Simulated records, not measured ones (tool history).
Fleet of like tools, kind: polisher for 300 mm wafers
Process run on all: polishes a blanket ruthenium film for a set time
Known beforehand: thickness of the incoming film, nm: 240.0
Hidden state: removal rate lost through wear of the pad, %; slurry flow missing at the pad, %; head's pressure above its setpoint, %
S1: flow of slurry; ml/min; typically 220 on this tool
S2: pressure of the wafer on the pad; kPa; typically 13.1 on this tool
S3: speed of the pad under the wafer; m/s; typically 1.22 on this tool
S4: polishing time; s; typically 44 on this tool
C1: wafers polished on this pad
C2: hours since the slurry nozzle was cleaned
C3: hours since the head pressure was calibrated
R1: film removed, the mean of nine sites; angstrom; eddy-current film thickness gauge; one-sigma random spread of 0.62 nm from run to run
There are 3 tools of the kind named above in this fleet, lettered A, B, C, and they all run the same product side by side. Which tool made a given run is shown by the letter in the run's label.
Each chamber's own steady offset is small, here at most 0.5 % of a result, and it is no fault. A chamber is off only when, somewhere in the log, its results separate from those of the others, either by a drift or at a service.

run 1B hour=8.6 | S1=220 S2=13.1 S3=1.22 S4=44 | C1=1091 C2=365.1 C3=133.8 | R1=642.57
-- hour=12.8 chamber B: worn pad replaced by a new one
run 2A hour=19.5 | S1=220 S2=13.1 S3=1.22 S4=44 | C1=1109 C2=688.9 C3=1313.9 | R1=644.20
run 3C hour=28.2 | S1=220 S2=13.1 S3=1.22 S4=44 | C1=521 C2=125.5 C3=449.0 | R1=650.13
run 4B hour=38.5 | S1=220 S2=13.1 S3=1.22 S4=44 | C1=262 C2=395.0 C3=163.7 | R1=656.96
run 5A hour=45.9 | S1=220 S2=13.1 S3=1.22 S4=44 | C1=1378 C2=715.3 C3=1340.3 | R1=651.07
-- hour=53.1 chamber A: worn pad replaced by a new one
run 6C hour=55.4 | S1=220 S2=13.1 S3=1.22 S4=44 | C1=798 C2=152.7 C3=476.2 | R1=659.30
run 7A hour=62.1 | S1=220 S2=13.1 S3=1.22 S4=44 | C1=92 C2=731.5 C3=1356.5 | R1=650.34
run 8B hour=67.4 | S1=220 S2=13.1 S3=1.22 S4=44 | C1=556 C2=423.9 C3=192.6 | R1=650.63
run 9C hour=77.3 | S1=220 S2=13.1 S3=1.22 S4=44 | C1=1021 C2=174.6 C3=498.1 | R1=651.24
-- hour=86.4 chamber A: slurry nozzle cleaned
run 10B hour=88.3 | S1=220 S2=13.1 S3=1.22 S4=44 | C1=769 C2=444.8 C3=213.5 | R1=649.42
-- hour=90.4 chamber C: worn pad replaced by a new one
run 11A hour=97.9 | S1=220 S2=13.1 S3=1.22 S4=44 | C1=456 C2=11.5 C3=1392.3 | R1=654.77
run 12C hour=103.1 | S1=220 S2=13.1 S3=1.22 S4=44 | C1=129 C2=200.4 C3=523.9 | R1=648.14
run 13A hour=112.7 | S1=220 S2=13.1 S3=1.22 S4=44 | C1=607 C2=26.3 C3=1407.1 | R1=654.09
run 14C hour=118.3 | S1=220 S2=13.1 S3=1.22 S4=44 | C1=284 C2=215.6 C3=539.1 | R1=635.65
run 15B hour=127.7 | S1=220 S2=13.1 S3=1.22 S4=44 | C1=1170 C2=484.2 C3=252.9 | R1=662.27
run 16C hour=133.8 | S1=220 S2=13.1 S3=1.22 S4=44 | C1=442 C2=231.1 C3=554.6 | R1=632.39
run 17B hour=142.9 | S1=220 S2=13.1 S3=1.22 S4=44 | C1=1325 C2=499.4 C3=268.1 | R1=646.22
-- hour=143.7 chamber B: worn pad replaced by a new one
-- hour=144.5 chamber A: head pressure recalibrated
run 18A hour=149.7 | S1=220 S2=10.3 S3=1.22 S4=44 | C1=984 C2=63.3 C3=5.3 | R1=557.00
run 19B hour=159.4 | S1=220 S2=10.3 S3=1.22 S4=44 | C1=160 C2=515.9 C3=284.6 | R1=514.87
run 20C hour=168.7 | S1=220 S2=10.3 S3=1.22 S4=44 | C1=797 C2=266.0 C3=589.5 | R1=511.33
run 21A hour=179.8 | S1=220 S2=13.1 S3=1.22 S4=44 | C1=1290 C2=93.4 C3=35.4 | R1=717.95
run 22B hour=188.2 | S1=220 S2=13.1 S3=1.22 S4=44 | C1=453 C2=544.7 C3=313.4 | R1=666.89
run 23A hour=199.4 | S1=220 S2=13.1 S3=1.22 S4=44 | C1=1490 C2=113.0 C3=55.0 | R1=712.42
run 24C hour=207.6 | S1=220 S2=13.1 S3=1.22 S4=44 | C1=1193 C2=304.9 C3=628.4 | R1=651.58
-- hour=207.8 chamber A: worn pad replaced by a new one
run 25A hour=212.6 | S1=220 S2=13.1 S3=1.22 S4=58 | C1=49 C2=126.2 C3=68.2 | R1=929.15
-- hour=218.5 chamber C: worn pad replaced by a new one
run 26B hour=221.3 | S1=220 S2=13.1 S3=1.22 S4=58 | C1=790 C2=577.8 C3=346.5 | R1=866.23
run 27C hour=231.8 | S1=220 S2=13.1 S3=1.22 S4=58 | C1=136 C2=329.1 C3=652.6 | R1=857.76
run 28A hour=240.4 | S1=220 S2=13.1 S3=1.22 S4=44 | C1=332 C2=154.0 C3=96.0 | R1=708.71

Next, every chamber runs the same settings. What will each give?
run 29A hour=248.5 | S1=150 S2=13.1 S3=1.22 S4=44 | R1=?
run 29B hour=248.5 | S1=150 S2=13.1 S3=1.22 S4=44 | R1=?
run 29C hour=248.5 | S1=150 S2=13.1 S3=1.22 S4=44 | R1=?

run=29A R1=683.85
run=29B R1=614.14
run=29C R1=617.83
